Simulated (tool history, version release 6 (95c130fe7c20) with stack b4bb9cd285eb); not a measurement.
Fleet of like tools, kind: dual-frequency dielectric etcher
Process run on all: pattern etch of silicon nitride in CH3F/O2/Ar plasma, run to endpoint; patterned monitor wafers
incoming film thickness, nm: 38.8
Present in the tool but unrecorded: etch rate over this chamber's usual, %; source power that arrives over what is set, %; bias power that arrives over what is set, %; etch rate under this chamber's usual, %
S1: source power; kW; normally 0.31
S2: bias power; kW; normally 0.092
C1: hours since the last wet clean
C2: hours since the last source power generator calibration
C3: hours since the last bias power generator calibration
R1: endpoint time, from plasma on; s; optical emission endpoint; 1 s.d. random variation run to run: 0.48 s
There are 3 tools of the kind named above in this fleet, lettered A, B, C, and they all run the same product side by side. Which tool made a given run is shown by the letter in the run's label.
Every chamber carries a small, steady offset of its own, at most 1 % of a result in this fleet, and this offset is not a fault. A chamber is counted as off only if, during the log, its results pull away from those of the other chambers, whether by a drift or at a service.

run   hour    S1     S2     C1      C2      C3      R1
 1B    9.3  0.31  0.092  213.9  1606.6  3295.8  56.957
 2C   19.8  0.31  0.092  310.9  2817.2  1721.9  58.029
 3A   26.4  0.31  0.092  271.3  2437.8    1796  56.721
 4A   33.3  0.31  0.092  278.2  2444.7  1802.9  56.359
 5B   39.3  0.24  0.092  243.9  1636.6  3325.8  62.839
 6C   49.5  0.24  0.092  340.6  2846.9  1751.6  63.697
 7B   57.3  0.24  0.092  261.9  1654.6  3343.8  61.977
 8C   66.3  0.31  0.092  357.4  2863.7  1768.4  57.417
 9A     73  0.31  0.092  317.9  2484.4  1842.6  56.239
      75.8  -- chamber C: wet clean of the chamber
10B   80.4  0.31  0.092    285  1677.7  3366.9  56.244
      86.8  -- chamber C: bias power generator calibrated
11A   90.7  0.31  0.092  335.6  2502.1  1860.3  55.595
12C   97.6  0.31  0.092   21.8    2895    10.8  56.826
13A  105.3  0.34  0.106  350.2  2516.7  1874.9  51.932
14B  111.5  0.34  0.106  316.1  1708.8    3398  52.817
15C  124.4  0.34  0.106   48.6  2921.8    37.6  52.438
16B  131.5  0.31  0.092  336.1  1728.8    3418  57.108
17A    143  0.31  0.092  387.9  2554.4  1912.6   56.41
18C  152.4  0.31  0.092   76.6  2949.8    65.6  57.139
19B  159.7  0.31  0.092  364.3    1757  3446.2  57.058
20A  172.5  0.31  0.092  417.4  2583.9  1942.1  56.444
21C  184.5  0.38  0.071  108.7  2981.9    97.7  58.078
22B  196.3  0.38  0.071  400.9  1793.6  3482.8  58.229
23C  208.9  0.38  0.071  133.1  3006.3   122.1  57.199
24A    219  0.31  0.071  463.9  2630.4  1988.6  61.429
25C  229.1  0.31  0.071  153.3  3026.5   142.3  62.594
     233.9  -- chamber A: wet clean of the chamber
26A    239  0.31  0.071    5.1  2650.4  2008.6  62.319
27B  245.9  0.31  0.092  450.5  1843.2  3532.4  58.065
28A  258.7  0.31  0.092   24.8  2670.1  2028.3  55.772
29B  269.8  0.31  0.092  474.4  1867.1  3556.3  57.246
30C  281.6  0.31  0.092  205.8    3079   194.8  56.818
31C  287.3  0.36  0.092  211.5  3084.7   200.5  54.458
32A  293.3  0.36  0.092   59.4  2704.7  2062.9  53.213

The same settings go to every chamber for the next run, one line per chamber below. Forecast the results for each:
33A  302.7  0.31  0.092               ?
33B  302.7  0.31  0.092               ?
33C  302.7  0.31  0.092               ?

run      R1
33A  56.747
33B    56.5
33C  56.908
